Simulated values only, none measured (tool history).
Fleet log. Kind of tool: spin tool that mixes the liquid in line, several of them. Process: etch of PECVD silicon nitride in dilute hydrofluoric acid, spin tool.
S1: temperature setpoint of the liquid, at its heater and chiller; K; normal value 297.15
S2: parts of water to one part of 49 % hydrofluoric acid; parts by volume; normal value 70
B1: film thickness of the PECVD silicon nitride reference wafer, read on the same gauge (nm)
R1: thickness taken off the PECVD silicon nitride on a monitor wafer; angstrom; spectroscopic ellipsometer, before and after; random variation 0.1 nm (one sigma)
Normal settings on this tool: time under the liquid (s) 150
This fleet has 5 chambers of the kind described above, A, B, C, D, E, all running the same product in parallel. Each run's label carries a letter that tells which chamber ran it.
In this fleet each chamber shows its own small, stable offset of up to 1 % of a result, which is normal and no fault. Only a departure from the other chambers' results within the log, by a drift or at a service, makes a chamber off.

Run 1E, hour 3.1: usual settings; B1 120. Result: R1 121.25 angstrom.
Run 2C, hour 5.8: usual settings; B1 120.04. Result: R1 120.48 angstrom.
Run 3D, hour 9.5: usual settings; B1 119.99. Result: R1 123.97 angstrom.
Run 4B, hour 13.1: usual settings; B1 120. Result: R1 121.28 angstrom.
Run 5A, hour 15.7: usual settings; B1 120.04. Result: R1 121.42 angstrom.
Run 6E, hour 19.7: usual settings; B1 119.99. Result: R1 120.33 angstrom.
Run 7C, hour 24.2: usual settings; B1 120.03. Result: R1 120.29 angstrom.
Run 8A, hour 28.6: usual settings; B1 119.98. Result: R1 122.95 angstrom.
Run 9B, hour 33.6: usual settings; B1 120. Result: R1 122.12 angstrom.
Run 10D, hour 36.7: usual settings; B1 120.02. Result: R1 120.71 angstrom.
Run 11D, hour 39.8: usual settings; B1 120. Result: R1 121.26 angstrom.
Run 12C, hour 42.5: usual settings; B1 120. Result: R1 122.24 angstrom.
Run 13B, hour 45.6: usual settings; B1 120.01. Result: R1 119.79 angstrom.
Run 14E, hour 50.8: usual settings; B1 120.03. Result: R1 122.12 angstrom.
Run 15A, hour 53.6: usual settings; B1 119.98. Result: R1 121 angstrom.
Run 16A, hour 57.4: usual settings; B1 119.98. Result: R1 121 angstrom.
Run 17D, hour 61.8: usual settings; B1 120.01. Result: R1 117.03 angstrom.
Run 18B, hour 65.2: usual settings; B1 119.99. Result: R1 122 angstrom.
Run 19C, hour 70.1: usual settings; B1 119.98. Result: R1 120.64 angstrom.
Run 20E, hour 75.1: usual settings; B1 119.98. Result: R1 121.12 angstrom.
Run 21D, hour 79.7: usual settings but S2 55 parts by volume, time under the liquid (s) 180; B1 120. Result: R1 172.28 angstrom.
Run 22E, hour 83.8: usual settings but S2 55 parts by volume, time under the liquid (s) 180; B1 119.98. Result: R1 181.4 angstrom.
Run 23A, hour 86.9: usual settings but S2 55 parts by volume, time under the liquid (s) 180; B1 119.98. Result: R1 185.01 angstrom.
Run 24C, hour 89.3: usual settings but S2 55 parts by volume, time under the liquid (s) 180; B1 119.97. Result: R1 186.84 angstrom.
Run 25B, hour 92.4: usual settings but S2 55 parts by volume, time under the liquid (s) 180; B1 120.01. Result: R1 183.48 angstrom.
Run 26A, hour 96.5: usual settings; B1 120.03. Result: R1 120.79 angstrom.
Run 27C, hour 98.9: usual settings; B1 120.01. Result: R1 119.76 angstrom.
Run 28D, hour 103.6: usual settings; B1 119.99. Result: R1 110.57 angstrom.
Run 29E, hour 108.5: usual settings; B1 120. Result: R1 120.82 angstrom.
Run 30B, hour 113.6: usual settings but S1 294.65 K, time under the liquid (s) 95; B1 119.95. Result: R1 65.775 angstrom.
Run 31A, hour 117.4: usual settings but S1 294.65 K, time under the liquid (s) 95; B1 120.02. Result: R1 64.072 angstrom.

Has any chamber moved away from the others, gradually or after a service, or does the common gauge drift, or do the chambers differ only by their own small steady offsets? State the chamber and the most likely cause if one applies.

It is chamber D that slowly wanders off from its peers.
Cause: hydrofluoric acid flow below the setpoint (%) = 11.
With only this log, it may be confused with: liquid colder than its thermometer reads (K).

Below are 4 candidate recipes for chamber D's next run, each the usual settings with a change, their results shown as question marks. Which of them brings D's results back in line with what the other chambers give on the usual settings?
Counts as in line when no further than this from what the other chambers average on the usual settings: R1 3.6 angstrom
Run 32D-1, hour 121.1: usual settings but S1 298.65 K. Result: R1 ?.
Run 32D-2, hour 121.1: usual settings but S1 296.65 K, S2 75 parts by volume. Result: R1 ?.
Run 32D-3, hour 121.1: usual settings but S1 297.65 K, S2 60 parts by volume. Result: R1 ?.
Run 32D-4, hour 121.1: usual settings but S1 296.65 K, S2 75 parts by volume, time under the liquid (s) 140. Result: R1 ?.

On the usual settings, the other chambers give on average: R1 120.89 angstrom
  run      R1
32D-1  119.93
32D-2  97.952
32D-3  130.57
32D-4  91.422
32D-1 brings the chamber back in line.
